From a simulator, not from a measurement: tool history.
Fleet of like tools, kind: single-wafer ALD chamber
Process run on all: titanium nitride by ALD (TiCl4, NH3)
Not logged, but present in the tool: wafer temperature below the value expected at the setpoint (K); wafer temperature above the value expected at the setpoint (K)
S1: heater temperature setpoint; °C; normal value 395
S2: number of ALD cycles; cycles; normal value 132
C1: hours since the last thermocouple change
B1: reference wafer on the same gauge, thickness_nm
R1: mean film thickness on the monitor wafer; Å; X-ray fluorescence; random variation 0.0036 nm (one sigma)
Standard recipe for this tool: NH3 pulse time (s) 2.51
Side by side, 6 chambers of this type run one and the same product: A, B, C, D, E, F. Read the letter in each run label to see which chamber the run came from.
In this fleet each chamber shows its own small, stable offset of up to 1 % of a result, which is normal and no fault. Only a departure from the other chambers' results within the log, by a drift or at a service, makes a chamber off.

Run 1A, hour 7.6: usual settings; C1 2577.6; B1 2.8193. Result: R1 29.291 Å.
At hour 11.7: chamber B: thermocouple changed; heater temperature recalibrated.
At hour 13.3: chamber A: thermocouple changed; heater temperature recalibrated.
Run 2D, hour 16.9: usual settings; C1 293.3; B1 2.8186. Result: R1 29.512 Å.
Run 3C, hour 27.1: usual settings; C1 667.0; B1 2.8183. Result: R1 29.057 Å.
Run 4E, hour 34.1: usual settings; C1 1147.1; B1 2.8178. Result: R1 29.145 Å.
Run 5F, hour 41.6: usual settings; C1 2258.4; B1 2.8181. Result: R1 29.433 Å.
Run 6B, hour 46.2: usual settings; C1 34.6; B1 2.8183. Result: R1 29.377 Å.
Run 7A, hour 53.2: usual settings but S1 402 °C, S2 146 cycles; C1 40.0; B1 2.8180. Result: R1 32.514 Å.
Run 8D, hour 61.7: usual settings but S1 402 °C, S2 146 cycles; C1 338.1; B1 2.8178. Result: R1 32.702 Å.
Run 9B, hour 69.7: usual settings but S1 402 °C, S2 146 cycles; C1 58.1; B1 2.8167. Result: R1 32.720 Å.
Run 10E, hour 77.7: usual settings but S1 402 °C, S2 146 cycles; C1 1190.7; B1 2.8160. Result: R1 32.407 Å.
Run 11F, hour 85.3: usual settings but S1 402 °C, S2 146 cycles; C1 2302.1; B1 2.8161. Result: R1 32.688 Å.
Run 12C, hour 91.3: usual settings but S1 402 °C, S2 146 cycles; C1 731.2; B1 2.8159. Result: R1 32.245 Å.
Run 13F, hour 99.9: usual settings; C1 2316.7; B1 2.8149. Result: R1 29.386 Å.
Run 14B, hour 107.4: usual settings; C1 95.8; B1 2.8153. Result: R1 29.388 Å.
Run 15C, hour 112.8: usual settings but S1 407 °C, S2 149 cycles; C1 752.7; B1 2.8147. Result: R1 32.901 Å.
Run 16D, hour 121.3: usual settings but S1 407 °C, S2 149 cycles; C1 397.7; B1 2.8145. Result: R1 33.371 Å.
Run 17E, hour 127.1: usual settings but S1 407 °C, S2 149 cycles; C1 1240.1; B1 2.8135. Result: R1 33.030 Å.
Run 18A, hour 133.2: usual settings but S1 407 °C, S2 149 cycles; C1 120.0; B1 2.8123. Result: R1 33.226 Å.
Run 19A, hour 142.2: usual settings but S1 407 °C, S2 149 cycles; C1 129.0; B1 2.8135. Result: R1 33.229 Å.
Run 20C, hour 151.6: usual settings but S1 407 °C, S2 149 cycles; C1 791.5; B1 2.8123. Result: R1 32.939 Å.
Run 21F, hour 160.7: usual settings; C1 2377.5; B1 2.8121. Result: R1 29.359 Å.
Run 22E, hour 169.3: usual settings; C1 1282.3; B1 2.8112. Result: R1 29.077 Å.
Run 23B, hour 176.0: usual settings; C1 164.4; B1 2.8119. Result: R1 29.303 Å.
Run 24D, hour 183.7: usual settings; C1 460.1; B1 2.8114. Result: R1 29.412 Å.
Run 25A, hour 191.2: usual settings; C1 178.0; B1 2.8111. Result: R1 29.180 Å.
Run 26C, hour 199.7: usual settings; C1 839.6; B1 2.8106. Result: R1 29.003 Å.
Run 27F, hour 208.3: usual settings; C1 2425.1; B1 2.8094. Result: R1 29.357 Å.
Run 28E, hour 217.0: usual settings but S1 382 °C, NH3 pulse time (s) 3.30; C1 1330.0; B1 2.8097. Result: R1 29.098 Å.
Run 29B, hour 226.1: usual settings but S1 382 °C, NH3 pulse time (s) 3.30; C1 214.5; B1 2.8102. Result: R1 29.336 Å.
Run 30D, hour 232.2: usual settings but S1 382 °C, NH3 pulse time (s) 3.30; C1 508.6; B1 2.8096. Result: R1 29.468 Å.
Run 31D, hour 239.7: usual settings but S1 382 °C, NH3 pulse time (s) 3.30; C1 516.1; B1 2.8089. Result: R1 29.445 Å.
Run 32C, hour 246.2: usual settings but S1 382 °C, NH3 pulse time (s) 3.30; C1 886.1; B1 2.8081. Result: R1 29.076 Å.
Run 33B, hour 252.9: usual settings but S1 382 °C, NH3 pulse time (s) 3.30; C1 241.3; B1 2.8082. Result: R1 29.359 Å.
Run 34F, hour 263.2: usual settings but S1 389 °C, S2 120 cycles; C1 2480.0; B1 2.8078. Result: R1 26.547 Å.
Run 35E, hour 271.9: usual settings but S1 389 °C, S2 120 cycles; C1 1384.9; B1 2.8066. Result: R1 26.337 Å.
Run 36A, hour 279.3: usual settings but S1 389 °C, S2 120 cycles; C1 266.1; B1 2.8067. Result: R1 26.410 Å.
Run 37D, hour 288.0: usual settings but S1 389 °C, S2 120 cycles; C1 564.4; B1 2.8057. Result: R1 26.601 Å.

Next, all 6 chambers run the settings below, one line each with question marks for the results. What does each chamber give?
Run 38A, hour 295.4: usual settings. Result: R1 ?.
Run 38B, hour 295.4: usual settings. Result: R1 ?.
Run 38C, hour 295.4: usual settings. Result: R1 ?.
Run 38D, hour 295.4: usual settings. Result: R1 ?.
Run 38E, hour 295.4: usual settings. Result: R1 ?.
Run 38F, hour 295.4: usual settings. Result: R1 ?.

run      R1
38A  29.129
38B  29.238
38C  28.973
38D  29.361
38E  29.002
38F  29.288
